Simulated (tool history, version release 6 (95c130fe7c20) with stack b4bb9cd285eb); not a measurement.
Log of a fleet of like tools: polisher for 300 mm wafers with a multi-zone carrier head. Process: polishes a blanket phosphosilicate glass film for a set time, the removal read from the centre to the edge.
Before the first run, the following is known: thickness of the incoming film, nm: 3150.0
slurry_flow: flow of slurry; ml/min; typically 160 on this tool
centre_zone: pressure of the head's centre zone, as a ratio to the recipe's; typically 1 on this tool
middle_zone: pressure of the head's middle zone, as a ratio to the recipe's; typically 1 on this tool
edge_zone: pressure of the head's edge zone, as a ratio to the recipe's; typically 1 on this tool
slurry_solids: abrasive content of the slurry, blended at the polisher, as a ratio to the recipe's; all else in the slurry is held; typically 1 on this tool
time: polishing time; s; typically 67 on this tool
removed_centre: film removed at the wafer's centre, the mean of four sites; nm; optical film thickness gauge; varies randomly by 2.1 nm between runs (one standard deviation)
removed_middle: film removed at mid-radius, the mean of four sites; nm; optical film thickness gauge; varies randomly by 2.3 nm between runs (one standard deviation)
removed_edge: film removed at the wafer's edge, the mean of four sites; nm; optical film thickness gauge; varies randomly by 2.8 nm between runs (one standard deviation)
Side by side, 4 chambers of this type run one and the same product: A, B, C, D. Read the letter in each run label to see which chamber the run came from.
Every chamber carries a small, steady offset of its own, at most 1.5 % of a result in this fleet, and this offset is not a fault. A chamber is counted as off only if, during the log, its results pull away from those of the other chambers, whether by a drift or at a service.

run     day  slurry_flow  centre_zone  middle_zone  edge_zone  slurry_solids  time  wafers polished on this pad  hours since the slurry nozzle was cleaned  hours since the centre zone pressure was calibrated  hours since the edge zone pressure was calibrated  removed_centre  removed_middle  removed_edge
 1B   0.433          160            1            1          1              1    67                          283                                       55.6                                                231.6                                              286.3          289.81          287.99        295.58
 2D   0.696          160            1            1          1              1    67                          446                                      231.4                                                470.5                                              361.7          291.91          285.91        289.37
 3A   1.133          160            1            1          1              1    67                         1197                                       98.4                                                  447                                               60.5          285.08          293.17         281.5
 4C   1.404          160            1            1          1              1    67                          968                                        562                                                597.2                                              275.1          292.18           290.8        290.23
      1.838  -- chamber A: worn pad replaced by a new one
 5A   1.879          160            1            1          1              1    67                            7                                      116.3                                                464.9                                               78.4          286.19          289.78        284.39
 6C   2.229          160            1            1          1              1    67                         1100                                      581.8                                                  617                                              294.9           292.3          289.87           290
      2.429  -- chamber C: worn pad replaced by a new one
 7B   2.617          160            1            1          1              1    67                          633                                        108                                                  284                                              338.7          292.84          288.78        289.69
 8D       3          160            1            1          1              1    67                          816                                      286.7                                                525.8                                                417          288.35          286.16         284.4
      3.004  -- chamber B: worn pad replaced by a new one
 9B     3.4          160            1            1          1              1    67                           64                                      126.8                                                302.8                                              357.5          289.11          289.01        289.87
10D   3.696          160          0.9            1          1              1    84                          927                                      303.4                                                542.5                                              433.7          322.52          365.07        362.79
      3.904  -- chamber B: centre zone pressure recalibrated
11C   4.088          160          0.9            1          1              1    84                          266                                      626.4                                                661.6                                              339.5          324.61          357.77        362.87
12A    4.35          160          0.9            1          1              1    84                          403                                      175.6                                                524.2                                              137.7          322.07           362.1        353.04
13D   4.604          160          0.9            1          1              1    84                         1073                                      325.2                                                564.3                                              455.5          319.15          361.35        354.43
      4.892  -- chamber D: worn pad replaced by a new one
14C   5.021          160            1            1          1              1    67                          415                                      648.8                                                  684                                              361.9          290.56          289.58        293.27
15A   5.254          160            1            1          1              1    67                          548                                      197.3                                                545.9                                              159.4          283.88          287.92        282.75
16B   5.508          160            1            1          1              1    67                          402                                      177.4                                                 38.6                                              408.1          284.26          288.22        289.63
      5.725  -- chamber C: edge zone pressure recalibrated
17D   5.871          160            1            1          1              1    67                          157                                      355.6                                                594.7                                              485.9          283.11          286.23        285.75
18C   6.162          160            1         0.94       1.06              1    67                          598                                      676.2                                                711.4                                               10.5          292.86          276.03        298.67
      6.338  -- chamber D: centre zone pressure recalibrated
19A   6.621          160            1         0.94       1.06              1    67                          767                                      230.1                                                578.7                                              192.2          283.81          273.87        293.97
20B   6.846          160            1         0.94       1.06              1    67                          616                                      209.5                                                 70.7                                              440.2          291.38          271.55        291.71
21D   7.075          160            1         0.94       1.06              1    67                          350                                      384.5                                                 17.7                                              514.8          286.81          272.62        290.47
      7.354  -- chamber B: worn pad replaced by a new one
22A   7.467          160            1            1          1              1    67                          903                                      250.4                                                  599                                              212.5          285.93          288.29        287.32
23B   7.729          160            1            1          1              1    67                           60                                      230.7                                                 91.9                                              461.4          286.91          288.83         287.7
24C   8.096          160            1            1          1              1    67                          909                                      722.6                                                757.8                                               56.9          286.56          286.15         288.2
25C   8.342          160            1            1          1              1    67                          948                                      728.5                                                763.7                                               62.8           289.8          291.38        287.88
      8.388  -- chamber C: slurry nozzle cleaned
26B   8.608          160            1            1          1              1    67                          201                                      251.8                                                  113                                              482.5          288.08          290.44        284.16
      8.671  -- chamber B: slurry nozzle cleaned
27D   9.054          135         1.11            1          1              1    67                          668                                        432                                                 65.2                                              562.3          299.94          270.86        269.91
28A   9.462          135         1.11            1          1              1    67                         1223                                      298.3                                                646.9                                              260.4          314.32          280.71        282.73
      9.517  -- chamber C: worn pad replaced by a new one
29C    9.95          135         1.11            1          1              1    67                           70                                       37.6                                                802.3                                              101.4          314.24          279.43        280.09
     10.242  -- chamber A: worn pad replaced by a new one
30D  10.417          135         1.11            1          1              1    67                          886                                      464.7                                                 97.9                                                595          302.12          269.97        275.91
31B  10.675          160            1            1          1              1    67                          532                                       48.1                                                162.6                                              532.1          287.29          288.03        289.82
32A  11.029          200            1            1          1              1    74                          126                                      335.9                                                684.5                                                298          331.73          332.71        326.84
     11.279  -- chamber D: worn pad replaced by a new one
33D  11.458          200            1            1          1              1    74                           28                                      489.7                                                122.9                                                620          322.36          319.37        320.89
34A  11.762          200            1            1          1              1    74                          243                                      353.5                                                702.1                                              315.6           328.6          329.28        325.41
     12.075  -- chamber B: worn pad replaced by a new one
35C  12.142          200            1            1          1              1    74                          421                                       90.2                                                854.9                                                154          337.35          330.37        326.72
36B  12.633          160            1            1          1              1    67                           89                                       95.1                                                209.6                                              579.1          288.62          288.22        289.31
37C  13.067          160            1            1          1              1    67                          569                                      112.4                                                877.1                                              176.2          292.97           291.2        287.67
38B  13.408          160            1            1          1              1    67                          213                                      113.7                                                228.2                                              597.7          288.33          289.07        285.91
39D    13.8          160            1            1          1              1    67                          404                                      545.9                                                179.1                                              676.2          273.43          274.56         278.2
40A  14.017          160            1         1.09          1              1    67                          605                                      407.6                                                756.2                                              369.7          289.13          308.95        281.86

Next, all 4 chambers run the settings below, one line each with question marks for the results. What does each chamber give?
41A  14.375          160            1            1          1              1    67                                                                                                                                                                                               ?               ?             ?
41B  14.375          160            1            1          1              1    67                                                                                                                                                                                               ?               ?             ?
41C  14.375          160            1            1          1              1    67                                                                                                                                                                                               ?               ?             ?
41D  14.375          160            1            1          1              1    67                                                                                                                                                                                               ?               ?             ?

run  removed_centre  removed_middle  removed_edge
41A          287.37          286.11        290.93
41B          287.79          287.42        290.37
41C          290.17          292.04        292.32
41D          269.41          275.64        274.45

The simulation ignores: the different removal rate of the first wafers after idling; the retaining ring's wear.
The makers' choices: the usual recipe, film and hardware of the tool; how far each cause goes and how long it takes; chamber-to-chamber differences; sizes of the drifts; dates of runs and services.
